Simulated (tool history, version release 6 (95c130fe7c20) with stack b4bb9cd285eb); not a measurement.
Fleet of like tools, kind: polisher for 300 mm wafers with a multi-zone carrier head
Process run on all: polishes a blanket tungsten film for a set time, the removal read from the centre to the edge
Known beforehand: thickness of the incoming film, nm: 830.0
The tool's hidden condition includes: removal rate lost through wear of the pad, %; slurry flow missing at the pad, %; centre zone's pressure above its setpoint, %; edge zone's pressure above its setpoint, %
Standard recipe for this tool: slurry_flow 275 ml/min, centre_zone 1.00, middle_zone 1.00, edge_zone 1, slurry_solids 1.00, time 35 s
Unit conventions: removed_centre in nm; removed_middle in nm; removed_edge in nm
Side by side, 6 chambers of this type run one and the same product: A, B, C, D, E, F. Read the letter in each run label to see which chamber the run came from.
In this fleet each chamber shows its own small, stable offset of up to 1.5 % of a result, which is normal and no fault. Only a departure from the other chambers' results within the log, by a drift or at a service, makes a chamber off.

run	hour	slurry_flow	centre_zone	middle_zone	edge_zone	slurry_solids	time	wafers polished on this pad	hours since the slurry nozzle was cleaned	hours since the centre zone pressure was calibrated	hours since the edge zone pressure was calibrated	removed_centre	removed_middle	removed_edge
1C	2.5	275	1.00	1.00	1	1.00	35	235	200.9	281.0	381.4	276.13	273.34	276.72
# hour 4.0: chamber A: slurry nozzle cleaned
2D	5.7	275	1.00	1.00	1	1.00	35	314	186.1	347.5	677.4	267.71	276.78	276.86
3A	9.4	275	1.00	1.00	1	1.00	35	185	5.5	174.7	511.5	270.91	270.90	271.59
4B	11.7	275	1.00	1.00	1	1.00	35	421	593.2	333.9	189.6	271.64	274.18	274.52
5F	14.5	275	0.96	1.05	1	1.00	35	558	403.0	619.2	867.2	263.57	289.40	271.01
6E	18.8	275	0.96	1.05	1	1.00	35	242	392.3	741.2	604.8	266.29	291.25	277.83
# hour 21.4: chamber F: slurry nozzle cleaned
7A	22.5	275	0.96	1.05	1	1.00	35	269	18.6	187.8	524.6	261.57	290.75	271.85
8F	25.9	275	0.96	1.05	1	1.00	35	631	4.5	630.6	878.6	262.90	281.00	271.18
# hour 26.5: chamber F: edge zone pressure recalibrated
9C	29.4	275	0.96	1.05	1	1.00	35	408	227.8	307.9	408.3	261.78	292.31	278.18
10E	32.4	275	0.96	1.05	1	1.00	35	329	405.9	754.8	618.4	259.85	290.66	280.89
11B	36.5	275	1.00	1.00	1	1.00	35	580	618.0	358.7	214.4	271.65	277.97	275.39
# hour 38.9: chamber C: slurry nozzle cleaned
12D	40.9	275	1.00	1.00	1	1.00	35	541	221.3	382.7	712.6	274.73	273.97	277.73
13E	45.9	275	1.00	1.00	1	0.75	35	416	419.4	768.3	631.9	257.02	258.89	254.51
# hour 48.7: chamber B: worn pad replaced by a new one
# hour 49.4: chamber C: worn pad replaced by a new one
14F	50.2	275	1.00	1.00	1	0.75	35	787	28.8	654.9	23.7	255.63	262.28	253.93
15D	54.5	275	1.00	1.00	1	0.75	35	628	234.9	396.3	726.2	254.00	257.42	255.38
# hour 57.8: chamber A: worn pad replaced by a new one
16C	58.2	275	1.00	1.00	1	0.75	35	56	19.4	336.7	437.1	258.26	255.01	257.90
17A	60.9	275	1.00	1.00	1	0.75	35	20	57.0	226.2	563.0	251.60	258.88	255.86
18B	63.9	275	1.00	1.00	1	0.75	35	98	645.4	386.1	241.8	253.55	256.62	254.54
19C	68.2	275	1.00	1.00	1	1.00	35	121	29.4	346.7	447.1	279.29	278.46	278.96
20F	72.7	275	1.00	1.00	1	1.00	35	932	51.3	677.4	46.2	280.02	276.67	271.64
# hour 74.3: chamber B: slurry nozzle cleaned
21D	75.5	275	1.00	1.00	1	1.00	35	763	255.9	417.3	747.2	273.04	267.51	272.71
# hour 76.9: chamber C: centre zone pressure recalibrated
22B	78.5	275	1.00	1.00	1	1.00	35	192	4.2	400.7	256.4	275.51	268.74	268.74
23E	82.2	275	1.00	1.00	1	1.00	35	650	455.7	804.6	668.2	276.88	280.83	279.65
24A	86.8	275	1.00	1.00	1	1.00	35	186	82.9	252.1	588.9	273.76	278.92	279.13
25A	91.2	275	1.00	1.00	1	1.00	35	215	87.3	256.5	593.3	270.31	280.69	272.00
# hour 93.9: chamber F: worn pad replaced by a new one
26B	95.9	275	1.00	1.00	1	1.00	35	304	21.6	418.1	273.8	271.20	275.05	268.71
27D	99.9	275	1.00	1.00	1	1.00	35	920	280.3	441.7	771.6	268.00	270.51	276.21
28F	102.5	275	1.00	1.00	1	1.00	35	55	81.1	707.2	76.0	285.47	275.37	271.34
29E	104.7	275	1.00	1.00	1	1.00	35	794	478.2	827.1	690.7	278.36	277.59	278.31
30C	107.3	275	1.00	1.00	1	1.00	35	372	68.5	30.5	486.2	274.30	271.40	278.97
31B	109.7	275	1.00	1.00	1	1.00	35	392	35.4	431.9	287.6	272.04	268.50	270.22
32A	114.9	275	1.00	1.00	1	1.00	35	367	111.0	280.2	617.0	274.18	275.32	273.51
33C	117.6	275	1.00	1.00	1	1.00	35	438	78.8	40.8	496.5	274.66	271.34	280.64
34D	120.3	275	1.00	1.00	1	1.00	35	1052	300.7	462.1	792.0	277.61	275.30	279.06
35F	124.2	275	1.00	1.00	1	1.00	35	194	102.8	728.9	97.7	300.99	269.82	274.67
# hour 128.0: chamber E: worn pad replaced by a new one
36E	128.3	275	1.00	1.00	1	1.00	35	2	501.8	850.7	714.3	266.95	276.92	279.37
37B	131.0	275	1.00	1.00	1	1.00	35	529	56.7	453.2	308.9	269.77	277.15	273.61
38A	135.9	275	1.00	1.00	1	1.00	35	502	132.0	301.2	638.0	267.02	275.13	269.94
39D	139.2	275	1.00	1.00	1	0.70	35	1173	319.6	481.0	810.9	254.11	249.46	252.55
40F	143.7	275	1.00	1.00	1	0.70	35	320	122.3	748.4	117.2	276.74	250.85	253.16
41E	148.8	275	1.00	1.00	1	0.70	35	134	522.3	871.2	734.8	250.04	254.66	254.64

All chambers now run identical settings, listed one chamber a line with results as question marks. What results will each chamber show?
42A	152.6	355	1.00	1.00	1	1.00	35					?	?	?
42B	152.6	355	1.00	1.00	1	1.00	35					?	?	?
42C	152.6	355	1.00	1.00	1	1.00	35					?	?	?
42D	152.6	355	1.00	1.00	1	1.00	35					?	?	?
42E	152.6	355	1.00	1.00	1	1.00	35					?	?	?
42F	152.6	355	1.00	1.00	1	1.00	35					?	?	?

run	removed_centre	removed_middle	removed_edge
42A	276.44	283.30	280.31
42B	277.08	289.34	280.62
42C	281.55	281.67	282.41
42D	278.05	283.54	282.86
42E	283.72	278.27	289.37
42F	309.31	283.21	283.65

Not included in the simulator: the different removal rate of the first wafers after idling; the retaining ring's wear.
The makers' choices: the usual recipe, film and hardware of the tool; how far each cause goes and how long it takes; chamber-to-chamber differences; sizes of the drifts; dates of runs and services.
